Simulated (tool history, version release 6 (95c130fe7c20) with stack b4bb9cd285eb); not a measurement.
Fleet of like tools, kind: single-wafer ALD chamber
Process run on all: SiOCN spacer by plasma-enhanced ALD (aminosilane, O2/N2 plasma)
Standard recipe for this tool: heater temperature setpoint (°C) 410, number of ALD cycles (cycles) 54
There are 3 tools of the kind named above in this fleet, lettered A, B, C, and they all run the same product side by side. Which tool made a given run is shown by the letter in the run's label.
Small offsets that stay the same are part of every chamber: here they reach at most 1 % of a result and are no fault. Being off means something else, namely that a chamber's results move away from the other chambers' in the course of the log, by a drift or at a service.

run   hour  heater temperature setpoint (°C)  number of ALD cycles (cycles)  hours since the last thermocouple change  read-back reference wafer on the same gauge, thickness_nm  mean film thickness on the monitor wafer (Å)
 1B    9.3                               410                             54                                      1582                                                     2.8403                                        31.882
 2C   18.6                               410                             54                                    2321.2                                                      2.841                                        31.621
      27.3  -- chamber C: thermocouple changed; heater temperature recalibrated
 3A   28.4                               410                             54                                     827.5                                                      2.842                                        31.426
 4B   37.9                               410                             54                                    1610.6                                                     2.8422                                        31.917
 5C   47.4                               410                             54                                      20.1                                                     2.8435                                        31.516
 6A   56.8                               410                             54                                     855.9                                                     2.8427                                        31.423
 7A   63.2                               410                             54                                     862.3                                                     2.8443                                        31.465
 8B   67.8                               410                             54                                    1640.5                                                     2.8433                                        31.976
 9C   74.9                               410                             54                                      47.6                                                     2.8443                                        31.462
10B     82                               410                             54                                    1654.7                                                      2.846                                        31.995
11C   90.7                               410                             54                                      63.4                                                     2.8458                                        31.478
12A   99.5                               396                             63                                     898.6                                                     2.8469                                        37.758
13C  106.7                               396                             63                                      79.4                                                     2.8478                                        37.972
14A  114.8                               396                             63                                     913.9                                                     2.8483                                        37.872
15B  119.8                               410                             54                                    1692.5                                                     2.8486                                        31.955
16B  128.4                               410                             54                                    1701.1                                                     2.8499                                        32.008
17A  135.3                               410                             45                                     934.4                                                     2.8481                                        26.182
18C  143.9                               410                             45                                     116.6                                                     2.8495                                        26.327
19B  148.7                               410                             45                                    1721.4                                                     2.8498                                        26.722
20A  157.5                               410                             54                                     956.6                                                     2.8518                                        31.558
21C    165                               410                             54                                     137.7                                                     2.8511                                        31.587
22B  171.2                               410                             54                                    1743.9                                                      2.851                                        32.074
23A  176.2                               410                             54                                     975.3                                                     2.8517                                        31.556
24C  183.2                               399                             54                                     155.9                                                      2.853                                        32.644
25A  190.9                               399                             54                                       990                                                     2.8536                                        32.486
26B  200.1                               399                             54                                    1772.8                                                     2.8542                                        33.084
27C    208                               410                             46                                     180.7                                                      2.854                                        26.956
     210.4  -- chamber A: thermocouple changed; heater temperature recalibrated
28A  213.6                               410                             46                                       3.3                                                     2.8549                                        26.938

Does one chamber stand apart from the rest, does the shared gauge drift, or is all well apart from small per-chamber offsets? Give the chamber and the most likely cause, where there is one.

No chamber is off; the gauge reading every chamber's wafers drifts, which makes the whole fleet appear to move together.
What lies behind it: gauge reads high (%) = 0.544.
